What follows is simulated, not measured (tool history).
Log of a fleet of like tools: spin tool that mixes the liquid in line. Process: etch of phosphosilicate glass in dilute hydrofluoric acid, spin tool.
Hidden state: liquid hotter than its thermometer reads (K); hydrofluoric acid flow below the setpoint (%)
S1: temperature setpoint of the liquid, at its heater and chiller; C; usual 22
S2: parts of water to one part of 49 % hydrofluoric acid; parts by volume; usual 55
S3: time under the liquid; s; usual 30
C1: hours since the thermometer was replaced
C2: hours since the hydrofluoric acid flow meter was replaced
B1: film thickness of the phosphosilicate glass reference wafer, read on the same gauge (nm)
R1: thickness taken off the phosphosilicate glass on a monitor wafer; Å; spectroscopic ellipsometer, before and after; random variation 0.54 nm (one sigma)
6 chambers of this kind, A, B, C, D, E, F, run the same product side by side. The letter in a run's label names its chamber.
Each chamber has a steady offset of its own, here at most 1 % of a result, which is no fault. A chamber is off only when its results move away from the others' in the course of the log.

| run | day | S1 | S2 | S3 | C1 | C2 | B1 | R1 |
|---|---|---|---|---|---|---|---|---|
| 1F | 0.183 | 22 | 55 | 30 | 528.7 | 930.1 | 49.985 | 680.03 |
| 2D | 0.371 | 22 | 55 | 30 | 258.7 | 381.5 | 50.006 | 669.03 |
| 3C | 0.696 | 22 | 55 | 30 | 2215.1 | 964.1 | 50.034 | 666.69 |
| 4A | 0.904 | 22 | 55 | 30 | 406.8 | 1135.2 | 49.983 | 686.11 |
| 5B | 1.067 | 22 | 80 | 15 | 380.4 | 200.1 | 50.019 | 229.91 |
| 6E | 1.258 | 22 | 80 | 15 | 85.3 | 170.1 | 50.007 | 220.63 |
|  | 1.362 | chamber F: thermometer replaced |
| 7F | 1.517 | 22 | 80 | 15 | 3.7 | 962.1 | 49.995 | 225.88 |
| 8E | 1.779 | 22 | 80 | 15 | 97.8 | 182.6 | 50.035 | 221.19 |
| 9B | 2.108 | 22 | 80 | 15 | 405.4 | 225.1 | 49.986 | 226.04 |
| 10D | 2.333 | 22 | 80 | 15 | 305.8 | 428.6 | 49.971 | 223.15 |
| 11C | 2.542 | 22 | 55 | 30 | 2259.4 | 1008.4 | 49.996 | 672.88 |
| 12A | 2.842 | 22 | 55 | 30 | 453.3 | 1181.7 | 50.039 | 675.26 |
| 13B | 3.054 | 22 | 55 | 30 | 428.1 | 247.8 | 49.967 | 673.11 |
| 14C | 3.383 | 22 | 55 | 30 | 2279.6 | 1028.6 | 49.954 | 672.93 |
| 15A | 3.671 | 22 | 55 | 30 | 473.2 | 1201.6 | 50.009 | 673.85 |
| 16F | 3.979 | 22 | 55 | 30 | 62.8 | 1021.2 | 49.957 | 673.34 |
| 17E | 4.154 | 22 | 55 | 30 | 154.8 | 239.6 | 49.973 | 657.44 |
| 18D | 4.442 | 22 | 55 | 30 | 356.4 | 479.2 | 50.012 | 667.21 |
| 19E | 4.754 | 22 | 55 | 30 | 169.2 | 254.0 | 49.973 | 646.98 |
| 20A | 5.088 | 25 | 55 | 20 | 507.2 | 1235.6 | 50.024 | 503.72 |
| 21C | 5.350 | 25 | 55 | 20 | 2326.8 | 1075.8 | 49.993 | 514.49 |
| 22B | 5.554 | 25 | 55 | 20 | 488.1 | 307.8 | 50.023 | 509.90 |
| 23D | 5.758 | 25 | 55 | 20 | 388.0 | 510.8 | 50.029 | 505.04 |
| 24F | 5.921 | 25 | 55 | 20 | 109.4 | 1067.8 | 50.000 | 509.51 |
| 25C | 6.258 | 25 | 55 | 20 | 2348.6 | 1097.6 | 50.000 | 507.25 |
| 26B | 6.421 | 22 | 70 | 30 | 508.9 | 328.6 | 49.974 | 519.60 |
| 27A | 6.633 | 22 | 70 | 30 | 544.3 | 1272.7 | 50.008 | 524.61 |
| 28F | 6.954 | 22 | 70 | 30 | 134.2 | 1092.6 | 49.988 | 529.97 |
| 29E | 7.283 | 22 | 70 | 30 | 229.9 | 314.7 | 50.011 | 492.09 |
| 30D | 7.517 | 22 | 70 | 30 | 430.2 | 553.0 | 49.996 | 511.32 |
| 31C | 7.767 | 22 | 70 | 30 | 2384.8 | 1133.8 | 49.970 | 519.26 |
| 32E | 8.033 | 26 | 55 | 30 | 247.9 | 332.7 | 50.046 | 740.40 |
| 33A | 8.238 | 26 | 55 | 30 | 582.8 | 1311.2 | 50.003 | 794.10 |
| 34D | 8.550 | 26 | 55 | 30 | 455.0 | 577.8 | 49.984 | 803.41 |
| 35F | 8.704 | 26 | 55 | 30 | 176.2 | 1134.6 | 50.025 | 799.60 |
| 36B | 8.925 | 26 | 55 | 30 | 569.0 | 388.7 | 49.970 | 791.79 |
| 37A | 9.238 | 26 | 55 | 30 | 606.8 | 1335.2 | 49.990 | 797.95 |
| 38D | 9.571 | 22 | 55 | 30 | 479.5 | 602.3 | 49.937 | 668.23 |

Next, every chamber runs the same settings. What will each give?
| 39A | 9.825 | 22 | 55 | 30 |  |  |  | ? |
| 39B | 9.825 | 22 | 55 | 30 |  |  |  | ? |
| 39C | 9.825 | 22 | 55 | 30 |  |  |  | ? |
| 39D | 9.825 | 22 | 55 | 30 |  |  |  | ? |
| 39E | 9.825 | 22 | 55 | 30 |  |  |  | ? |
| 39F | 9.825 | 22 | 55 | 30 |  |  |  | ? |

| run | R1 |
|---|---|
| 39A | 671.76 |
| 39B | 669.34 |
| 39C | 670.28 |
| 39D | 672.71 |
| 39E | 614.42 |
| 39F | 680.40 |
